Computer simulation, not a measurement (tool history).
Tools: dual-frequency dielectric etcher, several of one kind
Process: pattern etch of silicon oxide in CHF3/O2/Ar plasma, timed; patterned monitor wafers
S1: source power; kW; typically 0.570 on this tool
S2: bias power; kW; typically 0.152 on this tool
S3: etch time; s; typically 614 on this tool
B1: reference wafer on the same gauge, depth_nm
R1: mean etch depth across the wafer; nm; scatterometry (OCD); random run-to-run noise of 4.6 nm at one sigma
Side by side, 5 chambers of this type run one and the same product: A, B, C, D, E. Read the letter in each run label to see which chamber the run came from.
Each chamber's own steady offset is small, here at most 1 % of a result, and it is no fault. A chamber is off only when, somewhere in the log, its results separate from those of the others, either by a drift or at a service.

run 1C hour=6.1 | S1=0.570 S2=0.152 S3=614 | B1=1279.3 | R1=1118.5
run 2A hour=10.9 | S1=0.570 S2=0.152 S3=614 | B1=1281.1 | R1=1129.0
run 3E hour=14.2 | S1=0.570 S2=0.152 S3=614 | B1=1280.1 | R1=1114.2
run 4D hour=17.4 | S1=0.570 S2=0.152 S3=614 | B1=1278.5 | R1=1127.6
run 5B hour=23.5 | S1=0.570 S2=0.152 S3=614 | B1=1280.4 | R1=1140.1
run 6B hour=26.9 | S1=0.570 S2=0.152 S3=614 | B1=1280.6 | R1=1137.6
run 7E hour=31.6 | S1=0.570 S2=0.135 S3=614 | B1=1279.5 | R1=1072.1
run 8A hour=37.7 | S1=0.570 S2=0.135 S3=614 | B1=1278.7 | R1=1087.7
run 9D hour=40.9 | S1=0.570 S2=0.135 S3=614 | B1=1279.2 | R1=1097.2
run 10C hour=46.6 | S1=0.570 S2=0.135 S3=614 | B1=1280.7 | R1=1079.7
run 11C hour=52.5 | S1=0.570 S2=0.135 S3=614 | B1=1279.3 | R1=1080.3
run 12A hour=56.8 | S1=0.570 S2=0.152 S3=614 | B1=1278.6 | R1=1121.4
run 13D hour=62.6 | S1=0.570 S2=0.152 S3=614 | B1=1281.0 | R1=1129.5
run 14E hour=68.4 | S1=0.570 S2=0.152 S3=614 | B1=1279.4 | R1=1119.3
run 15B hour=71.6 | S1=0.570 S2=0.152 S3=614 | B1=1279.7 | R1=1132.8
run 16C hour=76.8 | S1=0.570 S2=0.152 S3=614 | B1=1278.5 | R1=1127.2
run 17B hour=80.2 | S1=0.570 S2=0.152 S3=614 | B1=1279.7 | R1=1139.9
run 18E hour=85.3 | S1=0.570 S2=0.152 S3=614 | B1=1278.8 | R1=1119.2
run 19D hour=90.3 | S1=0.570 S2=0.152 S3=614 | B1=1279.0 | R1=1134.2
run 20A hour=96.2 | S1=0.570 S2=0.152 S3=614 | B1=1279.2 | R1=1118.3
run 21C hour=101.7 | S1=0.570 S2=0.152 S3=614 | B1=1281.2 | R1=1120.1
run 22B hour=107.9 | S1=0.630 S2=0.115 S3=614 | B1=1280.1 | R1=1076.3
run 23D hour=113.1 | S1=0.630 S2=0.115 S3=614 | B1=1280.7 | R1=1079.3
run 24E hour=117.9 | S1=0.630 S2=0.115 S3=614 | B1=1280.5 | R1=1067.8
run 25A hour=123.9 | S1=0.630 S2=0.115 S3=614 | B1=1278.7 | R1=1053.6
run 26A hour=129.9 | S1=0.630 S2=0.115 S3=614 | B1=1280.4 | R1=1053.9
run 27E hour=133.4 | S1=0.570 S2=0.152 S3=614 | B1=1279.9 | R1=1116.5
run 28C hour=136.8 | S1=0.570 S2=0.152 S3=614 | B1=1280.3 | R1=1128.6
run 29B hour=140.8 | S1=0.570 S2=0.152 S3=614 | B1=1279.7 | R1=1141.2
run 30D hour=145.0 | S1=0.570 S2=0.152 S3=614 | B1=1280.6 | R1=1132.4
run 31A hour=150.8 | S1=0.570 S2=0.152 S3=614 | B1=1279.4 | R1=1100.0
-- hour=152.2 chamber B: wet clean of the chamber
run 32B hour=154.0 | S1=0.570 S2=0.152 S3=614 | B1=1279.7 | R1=1135.9
run 33E hour=158.5 | S1=0.570 S2=0.152 S3=614 | B1=1280.2 | R1=1118.4
run 34D hour=161.8 | S1=0.570 S2=0.120 S3=614 | B1=1281.2 | R1=1048.4
run 35C hour=165.9 | S1=0.570 S2=0.120 S3=614 | B1=1278.7 | R1=1052.0
run 36C hour=172.1 | S1=0.570 S2=0.120 S3=614 | B1=1280.5 | R1=1049.4
run 37E hour=175.2 | S1=0.570 S2=0.120 S3=614 | B1=1279.2 | R1=1038.2
run 38A hour=180.0 | S1=0.570 S2=0.120 S3=614 | B1=1279.6 | R1=1007.3
run 39D hour=183.2 | S1=0.570 S2=0.152 S3=614 | B1=1279.8 | R1=1132.0
run 40B hour=187.2 | S1=0.570 S2=0.152 S3=614 | B1=1279.0 | R1=1143.1
run 41D hour=190.5 | S1=0.570 S2=0.152 S3=614 | B1=1279.9 | R1=1127.2
run 42B hour=196.2 | S1=0.570 S2=0.152 S3=614 | B1=1280.8 | R1=1137.3
run 43C hour=200.3 | S1=0.570 S2=0.152 S3=614 | B1=1281.5 | R1=1125.3

Has any chamber moved away from the others, gradually or after a service, or does the common gauge drift, or do the chambers differ only by their own small steady offsets? State the chamber and the most likely cause if one applies.

It is chamber A that slowly wanders off from its peers.
What lies behind it: etch rate under this chamber's usual, % = 4.78.

Here are 4 candidates for chamber A's next run, each the usual settings with a change, their results left as question marks. Which one brings its results back in line with what the others give on the usual settings?
In-line tolerance around the mean of the other chambers on the usual settings: R1 16.0 nm
run 44A-1 hour=205.0 | S1=0.560 S2=0.151 S3=590 | R1=?
run 44A-2 hour=205.0 | S1=0.570 S2=0.152 S3=602 | R1=?
run 44A-3 hour=205.0 | S1=0.580 S2=0.153 S3=638 | R1=?
run 44A-4 hour=205.0 | S1=0.570 S2=0.153 S3=624 | R1=?

Other chambers, usual settings, mean: R1 1126.8 nm
run=44A-1 R1=1023.2
run=44A-2 R1=1053.5
run=44A-3 R1=1126.4
run=44A-4 R1=1094.3
With 44A-3, the chamber falls back in line with the rest.

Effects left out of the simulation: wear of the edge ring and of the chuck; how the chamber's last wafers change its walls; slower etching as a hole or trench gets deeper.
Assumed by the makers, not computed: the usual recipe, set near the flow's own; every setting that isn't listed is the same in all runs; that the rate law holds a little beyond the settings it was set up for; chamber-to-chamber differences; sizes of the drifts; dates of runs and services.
